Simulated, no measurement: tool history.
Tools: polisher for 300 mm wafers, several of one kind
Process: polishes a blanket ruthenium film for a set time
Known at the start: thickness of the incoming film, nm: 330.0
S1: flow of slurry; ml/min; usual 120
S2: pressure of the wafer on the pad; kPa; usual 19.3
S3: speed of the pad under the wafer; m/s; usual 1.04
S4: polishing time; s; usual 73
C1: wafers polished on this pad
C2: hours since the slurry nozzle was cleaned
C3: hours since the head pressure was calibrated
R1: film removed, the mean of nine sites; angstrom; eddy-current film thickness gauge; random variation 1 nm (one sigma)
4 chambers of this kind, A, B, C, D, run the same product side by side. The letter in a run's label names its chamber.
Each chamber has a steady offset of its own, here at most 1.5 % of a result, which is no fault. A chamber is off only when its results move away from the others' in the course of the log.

run,hour,S1,S2,S3,S4,C1,C2,C3,R1
1C,3.9,120,19.3,1.04,73,615,276.7,756.5,999.99
2D,7.7,120,19.3,1.04,73,336,116.9,617,976.39
3A,11.7,120,19.3,1.04,73,545,82.7,714.2,980.72
# hour 11.8: chamber B: worn pad replaced by a new one
4B,17.9,120,19.3,1.04,73,43,325.8,679.7,990.66
5D,22.7,120,19.3,1.04,73,443,131.9,632,985.36
6C,28.2,120,19.3,1.04,73,788,301,780.8,1016.9
7A,33.3,120,19.3,1.04,73,698,104.3,735.8,988.72
8B,38.6,135,19.3,1.04,49,190,346.5,700.4,684.26
9D,44.2,135,19.3,1.04,49,595,153.4,653.5,665.07
# hour 46.1: chamber C: worn pad replaced by a new one
10B,49.5,135,19.3,1.04,49,267,357.4,711.3,683.57
11C,55.4,135,19.3,1.04,49,66,328.2,808,696.84
12A,60.1,120,19.3,1.04,73,889,131.1,762.6,1002.4
13D,65.3,135,19.3,1.04,89,745,174.5,674.6,1239
14B,70.6,135,19.3,1.04,89,417,378.5,732.4,1225.4
15A,74.7,135,19.3,1.04,89,992,145.7,777.2,1242.3
16C,79.6,135,19.3,1.04,89,238,352.4,832.2,1271.3
17C,83.2,120,19.3,1.04,73,263,356,835.8,1003.6
# hour 85: chamber A: worn pad replaced by a new one
18D,87.8,120,19.3,1.04,73,905,197,697.1,946.82
# hour 90.6: chamber B: worn pad replaced by a new one
19B,91,120,19.3,1.04,73,2,398.9,752.8,991.21
20A,94.3,135,19.3,1.04,73,66,165.3,796.8,1013.4
21C,99,135,19.3,1.04,73,375,371.8,851.6,1009.1
22B,103.3,135,19.3,1.04,73,90,411.2,765.1,999.34
23D,108.9,135,19.3,1.04,73,1054,218.1,718.2,981.96
24A,113.4,120,19.3,1.04,73,202,184.4,815.9,990.39
25D,116.4,100,19.3,1.04,54,1108,225.6,725.7,675.11
26B,122.5,100,19.3,1.04,54,226,430.4,784.3,711.49
27A,127.2,100,19.3,1.04,54,299,198.2,829.7,706.07
28C,129.9,100,19.3,1.04,54,594,402.7,882.5,718.99
# hour 133.5: chamber D: slurry nozzle cleaned
29A,136.2,120,19.3,1.04,73,363,207.2,838.7,985.52
30B,141.8,120,19.3,1.04,73,363,449.7,803.6,988.61
31C,144.9,120,19.3,1.04,73,701,417.7,897.5,1004.1
32D,148.2,120,19.3,1.04,73,1333,14.8,757.5,943.96
33A,153.7,120,19.3,1.04,73,487,224.7,856.2,1001.9
34B,159,120,15.9,1.04,53,485,466.9,820.8,590.39
35C,164.9,120,15.9,1.04,53,843,437.7,917.5,602.86
36D,170.8,120,15.9,1.04,53,1493,37.4,780.1,558.34
37C,175.1,120,15.9,1.04,53,915,447.9,927.7,603.8
# hour 178.2: chamber B: worn pad replaced by a new one
# hour 181.3: chamber A: head pressure recalibrated
38B,181.3,120,19.3,1.04,73,22,489.2,843.1,1003.4
39D,186.7,120,19.3,1.04,73,1606,53.3,796,931.88
# hour 190.1: chamber C: worn pad replaced by a new one
40A,190.4,120,19.3,1.04,73,748,261.4,9.1,993
41A,193.4,120,19.3,1.04,73,769,264.4,12.1,981.09
42C,197.3,120,19.3,1.04,73,51,470.1,949.9,993.25
43B,200.7,120,19.3,1.04,73,160,508.6,862.5,1002.2

What goes on in this fleet: one chamber off, a drifting gauge, or nothing beyond the chambers' own small offsets? Name the chamber and the cause, if any.

Chamber D drifts away from the others.
Cause: removal rate lost through wear of the pad, % = 6.82.
The log may not tell that from: head's pressure below its setpoint, %.

Here are 4 candidates for chamber D's next run, each the usual settings with a change, their results left as question marks. Which one brings its results back in line with what the others give on the usual settings?
In line means no further than this from the other chambers' mean on the usual settings: R1 36 angstrom
44D-1,205.2,120,20,1.04,76,,,,?
44D-2,205.2,120,18.6,1.02,71,,,,?
44D-3,205.2,120,20.7,1.12,73,,,,?
44D-4,205.2,120,18.6,1,69,,,,?

The other chambers' mean on the usual settings: R1 994.02 angstrom
run,R1
44D-1,996.31
44D-2,849.51
44D-3,1066.4
44D-4,809.39
44D-1 brings the chamber back in line.
